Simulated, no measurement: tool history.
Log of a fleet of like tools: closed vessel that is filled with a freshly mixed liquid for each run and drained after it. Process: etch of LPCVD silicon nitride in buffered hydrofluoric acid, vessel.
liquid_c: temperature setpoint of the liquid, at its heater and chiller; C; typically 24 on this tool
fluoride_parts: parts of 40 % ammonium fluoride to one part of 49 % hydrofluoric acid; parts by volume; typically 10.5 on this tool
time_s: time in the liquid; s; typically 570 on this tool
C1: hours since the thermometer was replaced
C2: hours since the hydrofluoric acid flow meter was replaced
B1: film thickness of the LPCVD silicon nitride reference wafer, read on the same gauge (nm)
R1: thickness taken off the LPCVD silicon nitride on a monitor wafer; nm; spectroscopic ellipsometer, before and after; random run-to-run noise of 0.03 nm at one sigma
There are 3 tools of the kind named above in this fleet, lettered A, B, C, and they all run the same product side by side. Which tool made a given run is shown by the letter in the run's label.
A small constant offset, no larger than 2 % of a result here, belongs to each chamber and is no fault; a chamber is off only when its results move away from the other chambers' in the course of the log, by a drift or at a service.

Run 1A, day 0.329: usual settings; C1 106.6; C2 283.4; B1 29.996. Result: R1 7.2331 nm.
Run 2B, day 0.604: usual settings; C1 223.4; C2 357.2; B1 30.023. Result: R1 7.1574 nm.
Run 3C, day 0.958: usual settings; C1 1885.4; C2 997.8; B1 29.981. Result: R1 7.1308 nm.
Run 4A, day 1.192: usual settings; C1 127.3; C2 304.1; B1 30. Result: R1 7.3221 nm.
Run 5B, day 1.462: usual settings; C1 244; C2 377.8; B1 29.974. Result: R1 7.2125 nm.
Run 6C, day 1.675: usual settings; C1 1902.6; C2 1015; B1 29.99. Result: R1 7.0973 nm.
Run 7C, day 2.038: usual settings; C1 1911.3; C2 1023.7; B1 30.038. Result: R1 7.0793 nm.
Run 8B, day 2.279: usual settings; C1 263.6; C2 397.4; B1 30.037. Result: R1 7.1492 nm.
Run 9A, day 2.508: usual settings; C1 158.9; C2 335.7; B1 29.983. Result: R1 7.2387 nm.
Run 10A, day 2.679: usual settings; C1 163; C2 339.8; B1 30.026. Result: R1 7.3123 nm.
Run 11C, day 2.983: usual settings; C1 1934; C2 1046.4; B1 30.045. Result: R1 7.1131 nm.
Run 12B, day 3.333: usual settings; C1 288.9; C2 422.7; B1 29.993. Result: R1 7.195 nm.
Run 13A, day 3.596: usual settings; C1 185; C2 361.8; B1 29.978. Result: R1 7.2108 nm.
Run 14C, day 3.838: usual settings; C1 1954.5; C2 1066.9; B1 30.039. Result: R1 7.1368 nm.
At day 3.871: chamber C: hydrofluoric acid flow meter replaced.
Run 15B, day 4.046: usual settings; C1 306; C2 439.8; B1 29.985. Result: R1 7.105 nm.
Run 16A, day 4.254: usual settings; C1 200.8; C2 377.6; B1 30.015. Result: R1 7.2667 nm.
Run 17C, day 4.579: usual settings; C1 1972.3; C2 17.1; B1 30.001. Result: R1 7.141 nm.
Run 18B, day 4.838: usual settings; C1 325; C2 458.8; B1 29.978. Result: R1 7.1891 nm.
Run 19C, day 5.021: usual settings; C1 1982.9; C2 27.7; B1 30.008. Result: R1 7.1473 nm.
Run 20B, day 5.292: usual settings; C1 335.9; C2 469.7; B1 30.002. Result: R1 7.2248 nm.
Run 21A, day 5.629: usual settings; C1 233.8; C2 410.6; B1 29.992. Result: R1 7.2332 nm.
Run 22C, day 5.954: usual settings but time_s 340 s; C1 2005.3; C2 50.1; B1 29.964. Result: R1 4.2557 nm.
Run 23A, day 6.288: usual settings but time_s 340 s; C1 249.6; C2 426.4; B1 30.023. Result: R1 4.314 nm.
Run 24B, day 6.504: usual settings but time_s 340 s; C1 365; C2 498.8; B1 29.991. Result: R1 4.2803 nm.
Run 25B, day 6.675: usual settings; C1 369.1; C2 502.9; B1 30.015. Result: R1 7.1698 nm.
Run 26A, day 6.912: usual settings; C1 264.6; C2 441.4; B1 30.038. Result: R1 7.2754 nm.
At day 7.112: chamber B: hydrofluoric acid flow meter replaced.
Run 27C, day 7.2: usual settings but fluoride_parts 14 parts by volume; C1 2035.2; C2 80; B1 30.032. Result: R1 5.4087 nm.
Run 28C, day 7.554: usual settings but fluoride_parts 14 parts by volume; C1 2043.7; C2 88.5; B1 30.016. Result: R1 5.3566 nm.
Run 29A, day 7.833: usual settings but fluoride_parts 14 parts by volume; C1 286.7; C2 463.5; B1 30.029. Result: R1 5.4862 nm.
Run 30B, day 8.075: usual settings but time_s 765 s; C1 402.7; C2 23.2; B1 29.965. Result: R1 9.6071 nm.
Run 31C, day 8.429: usual settings but time_s 765 s; C1 2064.7; C2 109.5; B1 30.014. Result: R1 9.6061 nm.
Run 32A, day 8.642: usual settings but time_s 765 s; C1 306.1; C2 482.9; B1 30.011. Result: R1 9.756 nm.
Run 33B, day 8.975: usual settings; C1 424.3; C2 44.8; B1 29.995. Result: R1 7.1579 nm.
Run 34A, day 9.138: usual settings; C1 318; C2 494.8; B1 29.994. Result: R1 7.2688 nm.

Next, every chamber runs the same settings. What will each give?
Run 35A, day 9.396: usual settings but time_s 755 s. Result: R1 ?.
Run 35B, day 9.396: usual settings but time_s 755 s. Result: R1 ?.
Run 35C, day 9.396: usual settings but time_s 755 s. Result: R1 ?.

run      R1
35A  9.6393
35B  9.4855
35C  9.4295
